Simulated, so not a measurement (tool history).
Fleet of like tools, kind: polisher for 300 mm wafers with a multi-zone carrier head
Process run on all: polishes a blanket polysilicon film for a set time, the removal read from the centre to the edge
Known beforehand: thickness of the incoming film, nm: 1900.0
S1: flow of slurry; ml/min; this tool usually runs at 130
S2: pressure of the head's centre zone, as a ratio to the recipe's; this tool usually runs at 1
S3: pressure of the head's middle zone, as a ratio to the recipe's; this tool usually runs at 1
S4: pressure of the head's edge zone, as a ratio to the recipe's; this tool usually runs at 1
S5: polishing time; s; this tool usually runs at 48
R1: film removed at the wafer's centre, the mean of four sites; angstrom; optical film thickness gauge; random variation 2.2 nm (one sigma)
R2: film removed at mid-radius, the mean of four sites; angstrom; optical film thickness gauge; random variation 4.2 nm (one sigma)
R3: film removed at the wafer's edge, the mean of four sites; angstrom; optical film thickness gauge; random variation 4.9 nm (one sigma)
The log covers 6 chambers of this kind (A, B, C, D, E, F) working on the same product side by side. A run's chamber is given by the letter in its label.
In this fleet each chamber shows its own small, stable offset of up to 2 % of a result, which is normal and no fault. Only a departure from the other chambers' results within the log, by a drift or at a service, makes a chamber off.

Run 1A, hour 5.9: usual settings. Result: R1 3561.9 angstrom, R2 3516.5 angstrom, R3 3641.1 angstrom.
Run 2D, hour 11.7: usual settings. Result: R1 3508.4 angstrom, R2 3582.7 angstrom, R3 3514.2 angstrom.
At hour 17.1: chamber D: worn pad replaced by a new one.
Run 3B, hour 20.5: usual settings. Result: R1 3522.8 angstrom, R2 3445.5 angstrom, R3 3422.5 angstrom.
At hour 25.6: chamber B: worn pad replaced by a new one.
Run 4E, hour 27.3: usual settings. Result: R1 3484.4 angstrom, R2 3465.8 angstrom, R3 3503.9 angstrom.
At hour 35.6: chamber A: worn pad replaced by a new one.
Run 5F, hour 35.6: usual settings. Result: R1 3499.1 angstrom, R2 3477.4 angstrom, R3 3618 angstrom.
Run 6C, hour 44: usual settings but S1 115 ml/min, S4 1.05. Result: R1 3434.8 angstrom, R2 3400.4 angstrom, R3 3582.9 angstrom.
At hour 48.5: chamber C: edge zone pressure recalibrated.
Run 7D, hour 52.6: usual settings but S1 115 ml/min, S4 1.05. Result: R1 3401.1 angstrom, R2 3379.8 angstrom, R3 3461.1 angstrom.
Run 8A, hour 58.2: usual settings but S1 115 ml/min, S4 1.05. Result: R1 3419.5 angstrom, R2 3332 angstrom, R3 3537.2 angstrom.
Run 9C, hour 63.1: usual settings but S1 115 ml/min, S4 1.05. Result: R1 3422.1 angstrom, R2 3369.8 angstrom, R3 3478 angstrom.
Run 10E, hour 70.5: usual settings but S1 115 ml/min, S4 1.05. Result: R1 3395.6 angstrom, R2 3383 angstrom, R3 3554.4 angstrom.
Run 11F, hour 75.2: usual settings but S1 115 ml/min, S4 1.05. Result: R1 3411.1 angstrom, R2 3435.7 angstrom, R3 3503.5 angstrom.
At hour 76.8: chamber A: centre zone pressure recalibrated.
At hour 78.7: chamber E: worn pad replaced by a new one.
Run 12B, hour 83: usual settings. Result: R1 3516.2 angstrom, R2 3499.9 angstrom, R3 3461.5 angstrom.
At hour 87.6: chamber B: worn pad replaced by a new one.
At hour 88: chamber F: worn pad replaced by a new one.
Run 13D, hour 91.2: usual settings. Result: R1 3517.1 angstrom, R2 3480.3 angstrom, R3 3596.9 angstrom.
At hour 97.8: chamber D: worn pad replaced by a new one.
Run 14E, hour 99.7: usual settings. Result: R1 3532.1 angstrom, R2 3502.7 angstrom, R3 3515.7 angstrom.
Run 15A, hour 104.8: usual settings. Result: R1 3559.6 angstrom, R2 3475.7 angstrom, R3 3483.7 angstrom.
Run 16F, hour 112.8: usual settings. Result: R1 3515.9 angstrom, R2 3521.6 angstrom, R3 3499.5 angstrom.
Run 17C, hour 117.4: usual settings. Result: R1 3495.8 angstrom, R2 3562.3 angstrom, R3 3485.8 angstrom.
Run 18B, hour 123.8: usual settings. Result: R1 3518.8 angstrom, R2 3441.2 angstrom, R3 3412.7 angstrom.
Run 19B, hour 130: usual settings. Result: R1 3462 angstrom, R2 3551.7 angstrom, R3 3461.3 angstrom.
Run 20C, hour 136.6: usual settings. Result: R1 3480.8 angstrom, R2 3463.4 angstrom, R3 3481.1 angstrom.
Run 21D, hour 144.4: usual settings but S3 1.1. Result: R1 3522.7 angstrom, R2 3923.7 angstrom, R3 3393.6 angstrom.
At hour 147.4: chamber B: worn pad replaced by a new one.
Run 22A, hour 150.1: usual settings but S3 1.1. Result: R1 3548.5 angstrom, R2 3840.4 angstrom, R3 3503.7 angstrom.
Run 23E, hour 159.4: usual settings but S3 1.1. Result: R1 3525.7 angstrom, R2 3825.3 angstrom, R3 3496 angstrom.
At hour 161.9: chamber A: worn pad replaced by a new one.
Run 24F, hour 165.5: usual settings but S3 1.1. Result: R1 3538.8 angstrom, R2 3867.5 angstrom, R3 3486.6 angstrom.
Run 25B, hour 173.3: usual settings but S3 1.1. Result: R1 3514.8 angstrom, R2 3756.9 angstrom, R3 3412.2 angstrom.
At hour 175.9: chamber D: worn pad replaced by a new one.
Run 26F, hour 178.7: usual settings but S3 1.1. Result: R1 3494.1 angstrom, R2 3806.6 angstrom, R3 3587.1 angstrom.
Run 27D, hour 185: usual settings but S4 0.92, S5 35 s. Result: R1 2574.6 angstrom, R2 2587.7 angstrom, R3 2457 angstrom.
At hour 185.6: chamber E: worn pad replaced by a new one.
Run 28E, hour 192.9: usual settings but S4 0.92, S5 35 s. Result: R1 2561 angstrom, R2 2529.8 angstrom, R3 2496.3 angstrom.
Run 29A, hour 198.6: usual settings but S4 0.92, S5 35 s. Result: R1 2574.9 angstrom, R2 2487.7 angstrom, R3 2526.1 angstrom.
At hour 201.8: chamber E: slurry nozzle cleaned.
Run 30C, hour 205.9: usual settings but S4 0.92, S5 35 s. Result: R1 2516.9 angstrom, R2 2434.6 angstrom, R3 2302 angstrom.
At hour 207.2: chamber B: worn pad replaced by a new one.
Run 31A, hour 214.3: usual settings but S4 0.92, S5 35 s. Result: R1 2597.8 angstrom, R2 2521.5 angstrom, R3 2508.1 angstrom.
At hour 217.6: chamber F: worn pad replaced by a new one.
Run 32F, hour 218.5: usual settings but S4 0.92, S5 35 s. Result: R1 2548.2 angstrom, R2 2576.4 angstrom, R3 2455.3 angstrom.
Run 33C, hour 226.6: usual settings. Result: R1 3342.2 angstrom, R2 3359.2 angstrom, R3 3397.6 angstrom.
Run 34E, hour 233.9: usual settings. Result: R1 3497.8 angstrom, R2 3460 angstrom, R3 3417.3 angstrom.
Run 35D, hour 240.8: usual settings. Result: R1 3504.8 angstrom, R2 3473.2 angstrom, R3 3459.1 angstrom.
At hour 248: chamber D: worn pad replaced by a new one.
Run 36B, hour 249.4: usual settings. Result: R1 3461.5 angstrom, R2 3440.3 angstrom, R3 3486.8 angstrom.
Run 37D, hour 258: usual settings. Result: R1 3493.6 angstrom, R2 3537 angstrom, R3 3447.5 angstrom.
Run 38B, hour 265.8: usual settings. Result: R1 3472.6 angstrom, R2 3428.8 angstrom, R3 3405.1 angstrom.
Run 39E, hour 270.9: usual settings. Result: R1 3517.4 angstrom, R2 3516.3 angstrom, R3 3456.6 angstrom.
Run 40C, hour 279.2: usual settings. Result: R1 3330.5 angstrom, R2 3308.7 angstrom, R3 3300.2 angstrom.
At hour 282.3: chamber A: worn pad replaced by a new one.
Run 41F, hour 284.3: usual settings. Result: R1 3462.9 angstrom, R2 3491.6 angstrom, R3 3509.7 angstrom.
Run 42A, hour 288.8: usual settings. Result: R1 3574.3 angstrom, R2 3510.9 angstrom, R3 3506.1 angstrom.
Run 43A, hour 297.6: usual settings. Result: R1 3539.3 angstrom, R2 3434.9 angstrom, R3 3498 angstrom.

Predict what each chamber gives when all 6 of them run the settings below next.
Run 44A, hour 304.3: usual settings. Result: R1 ?, R2 ?, R3 ?.
Run 44B, hour 304.3: usual settings. Result: R1 ?, R2 ?, R3 ?.
Run 44C, hour 304.3: usual settings. Result: R1 ?, R2 ?, R3 ?.
Run 44D, hour 304.3: usual settings. Result: R1 ?, R2 ?, R3 ?.
Run 44E, hour 304.3: usual settings. Result: R1 ?, R2 ?, R3 ?.
Run 44F, hour 304.3: usual settings. Result: R1 ?, R2 ?, R3 ?.

run      R1      R2      R3
44A    3559    3487  3500.5
44B  3501.3  3432.6  3490.9
44C  3290.2  3246.3  3213.1
44D  3475.9  3493.1    3445
44E  3525.4    3470  3522.6
44F    3486  3540.7  3473.3

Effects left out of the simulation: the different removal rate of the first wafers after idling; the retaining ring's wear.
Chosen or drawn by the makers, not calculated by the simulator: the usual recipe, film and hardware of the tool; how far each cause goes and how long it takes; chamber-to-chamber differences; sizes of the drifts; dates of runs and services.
